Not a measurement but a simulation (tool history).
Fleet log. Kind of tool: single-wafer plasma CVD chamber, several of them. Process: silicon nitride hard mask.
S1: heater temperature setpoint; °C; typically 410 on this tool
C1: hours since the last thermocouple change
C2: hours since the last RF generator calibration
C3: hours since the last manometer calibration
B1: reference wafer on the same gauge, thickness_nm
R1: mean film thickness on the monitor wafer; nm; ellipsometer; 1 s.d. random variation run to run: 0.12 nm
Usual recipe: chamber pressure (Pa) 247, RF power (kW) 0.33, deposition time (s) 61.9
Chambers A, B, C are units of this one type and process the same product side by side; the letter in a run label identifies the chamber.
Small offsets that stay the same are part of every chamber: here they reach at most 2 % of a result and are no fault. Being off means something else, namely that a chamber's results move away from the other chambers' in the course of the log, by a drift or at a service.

{"run": "1A", "hour": 3.6, "S1": 410, "chamber pressure (Pa)": 247, "RF power (kW)": 0.33, "deposition time (s)": 61.9, "C1": 179.9, "C2": 982, "C3": 612, "B1": 93.576, "R1": 77.235}
{"run": "2C", "hour": 9.7, "S1": 410, "chamber pressure (Pa)": 247, "RF power (kW)": 0.33, "deposition time (s)": 61.9, "C1": 748.4, "C2": 19.5, "C3": 300.4, "B1": 93.55, "R1": 78.427}
{"run": "3B", "hour": 13.0, "S1": 410, "chamber pressure (Pa)": 247, "RF power (kW)": 0.33, "deposition time (s)": 61.9, "C1": 966.1, "C2": 43, "C3": 1355.8, "B1": 93.56, "R1": 77.404}
{"run": "4A", "hour": 18.6, "S1": 410, "chamber pressure (Pa)": 247, "RF power (kW)": 0.33, "deposition time (s)": 61.9, "C1": 194.9, "C2": 997, "C3": 627, "B1": 93.546, "R1": 77.105}
{"run": "5C", "hour": 22.3, "S1": 402, "chamber pressure (Pa)": 247, "RF power (kW)": 0.33, "deposition time (s)": 61.9, "C1": 761, "C2": 32.1, "C3": 313, "B1": 93.505, "R1": 78.711}
{"run": "6B", "hour": 26.4, "S1": 402, "chamber pressure (Pa)": 247, "RF power (kW)": 0.33, "deposition time (s)": 61.9, "C1": 979.5, "C2": 56.4, "C3": 1369.2, "B1": 93.497, "R1": 77.613}
{"run": "7B", "hour": 30.2, "S1": 402, "chamber pressure (Pa)": 247, "RF power (kW)": 0.33, "deposition time (s)": 61.9, "C1": 983.3, "C2": 60.2, "C3": 1373, "B1": 93.449, "R1": 77.623}
{"run": "8C", "hour": 35.6, "S1": 410, "chamber pressure (Pa)": 247, "RF power (kW)": 0.33, "deposition time (s)": 61.9, "C1": 774.3, "C2": 45.4, "C3": 326.3, "B1": 93.419, "R1": 78.362}
{"run": "9A", "hour": 40.4, "S1": 410, "chamber pressure (Pa)": 247, "RF power (kW)": 0.33, "deposition time (s)": 61.9, "C1": 216.7, "C2": 1018.8, "C3": 648.8, "B1": 93.43, "R1": 76.896}
{"run": "10A", "hour": 46.1, "S1": 410, "chamber pressure (Pa)": 247, "RF power (kW)": 0.29, "deposition time (s)": 61.9, "C1": 222.4, "C2": 1024.5, "C3": 654.5, "B1": 93.384, "R1": 70.673}
{"run": "11C", "hour": 50.0, "S1": 410, "chamber pressure (Pa)": 247, "RF power (kW)": 0.29, "deposition time (s)": 61.9, "C1": 788.7, "C2": 59.8, "C3": 340.7, "B1": 93.346, "R1": 71.938}
{"run": "12B", "hour": 53.9, "S1": 410, "chamber pressure (Pa)": 247, "RF power (kW)": 0.29, "deposition time (s)": 61.9, "C1": 1007, "C2": 83.9, "C3": 1396.7, "B1": 93.34, "R1": 70.819}
{"run": "13C", "hour": 59.8, "S1": 417, "chamber pressure (Pa)": 277, "RF power (kW)": 0.33, "deposition time (s)": 61.9, "C1": 798.5, "C2": 69.6, "C3": 350.5, "B1": 93.3, "R1": 80.339}
{"run": "14B", "hour": 62.8, "S1": 417, "chamber pressure (Pa)": 277, "RF power (kW)": 0.33, "deposition time (s)": 61.9, "C1": 1015.9, "C2": 92.8, "C3": 1405.6, "B1": 93.288, "R1": 79.484}
{"run": "15A", "hour": 69.6, "S1": 417, "chamber pressure (Pa)": 277, "RF power (kW)": 0.33, "deposition time (s)": 61.9, "C1": 245.9, "C2": 1048, "C3": 678, "B1": 93.244, "R1": 79.126}
{"run": "16B", "hour": 73.7, "S1": 399, "chamber pressure (Pa)": 247, "RF power (kW)": 0.36, "deposition time (s)": 61.9, "C1": 1026.8, "C2": 103.7, "C3": 1416.5, "B1": 93.199, "R1": 81.963}
{"run": "17C", "hour": 77.1, "S1": 399, "chamber pressure (Pa)": 247, "RF power (kW)": 0.36, "deposition time (s)": 61.9, "C1": 815.8, "C2": 86.9, "C3": 367.8, "B1": 93.256, "R1": 83.152}
{"run": "18A", "hour": 80.7, "S1": 399, "chamber pressure (Pa)": 247, "RF power (kW)": 0.36, "deposition time (s)": 61.9, "C1": 257, "C2": 1059.1, "C3": 689.1, "B1": 93.213, "R1": 81.532}
{"run": "19B", "hour": 86.4, "S1": 410, "chamber pressure (Pa)": 247, "RF power (kW)": 0.33, "deposition time (s)": 61.9, "C1": 1039.5, "C2": 116.4, "C3": 1429.2, "B1": 93.181, "R1": 77.09}
{"run": "20A", "hour": 91.2, "S1": 410, "chamber pressure (Pa)": 247, "RF power (kW)": 0.33, "deposition time (s)": 61.9, "C1": 267.5, "C2": 1069.6, "C3": 699.6, "B1": 93.163, "R1": 76.923}
{"run": "21C", "hour": 94.9, "S1": 410, "chamber pressure (Pa)": 247, "RF power (kW)": 0.33, "deposition time (s)": 61.9, "C1": 833.6, "C2": 104.7, "C3": 385.6, "B1": 93.172, "R1": 78.234}
{"run": "22C", "hour": 101.0, "S1": 410, "chamber pressure (Pa)": 247, "RF power (kW)": 0.33, "deposition time (s)": 61.9, "C1": 839.7, "C2": 110.8, "C3": 391.7, "B1": 93.131, "R1": 78.226}
{"run": "23B", "hour": 105.1, "S1": 410, "chamber pressure (Pa)": 247, "RF power (kW)": 0.33, "deposition time (s)": 61.9, "C1": 1058.2, "C2": 135.1, "C3": 1447.9, "B1": 93.096, "R1": 77.236}
{"run": "24A", "hour": 108.8, "S1": 410, "chamber pressure (Pa)": 247, "RF power (kW)": 0.33, "deposition time (s)": 61.9, "C1": 285.1, "C2": 1087.2, "C3": 717.2, "B1": 93.107, "R1": 76.483}
{"run": "25B", "hour": 112.7, "S1": 410, "chamber pressure (Pa)": 247, "RF power (kW)": 0.33, "deposition time (s)": 61.9, "C1": 1065.8, "C2": 142.7, "C3": 1455.5, "B1": 93.082, "R1": 76.923}
{"run": "26A", "hour": 115.9, "S1": 402, "chamber pressure (Pa)": 188, "RF power (kW)": 0.33, "deposition time (s)": 61.9, "C1": 292.2, "C2": 1094.3, "C3": 724.3, "B1": 93.028, "R1": 71.054}

The same settings go to every chamber for the next run, one line per chamber below. Forecast the results for each:
{"run": "27A", "hour": 120.7, "S1": 410, "chamber pressure (Pa)": 247, "RF power (kW)": 0.275, "deposition time (s)": 61.9, "R1": "?"}
{"run": "27B", "hour": 120.7, "S1": 410, "chamber pressure (Pa)": 247, "RF power (kW)": 0.275, "deposition time (s)": 61.9, "R1": "?"}
{"run": "27C", "hour": 120.7, "S1": 410, "chamber pressure (Pa)": 247, "RF power (kW)": 0.275, "deposition time (s)": 61.9, "R1": "?"}

run=27A R1=67.581
run=27B R1=68.127
run=27C R1=69.094
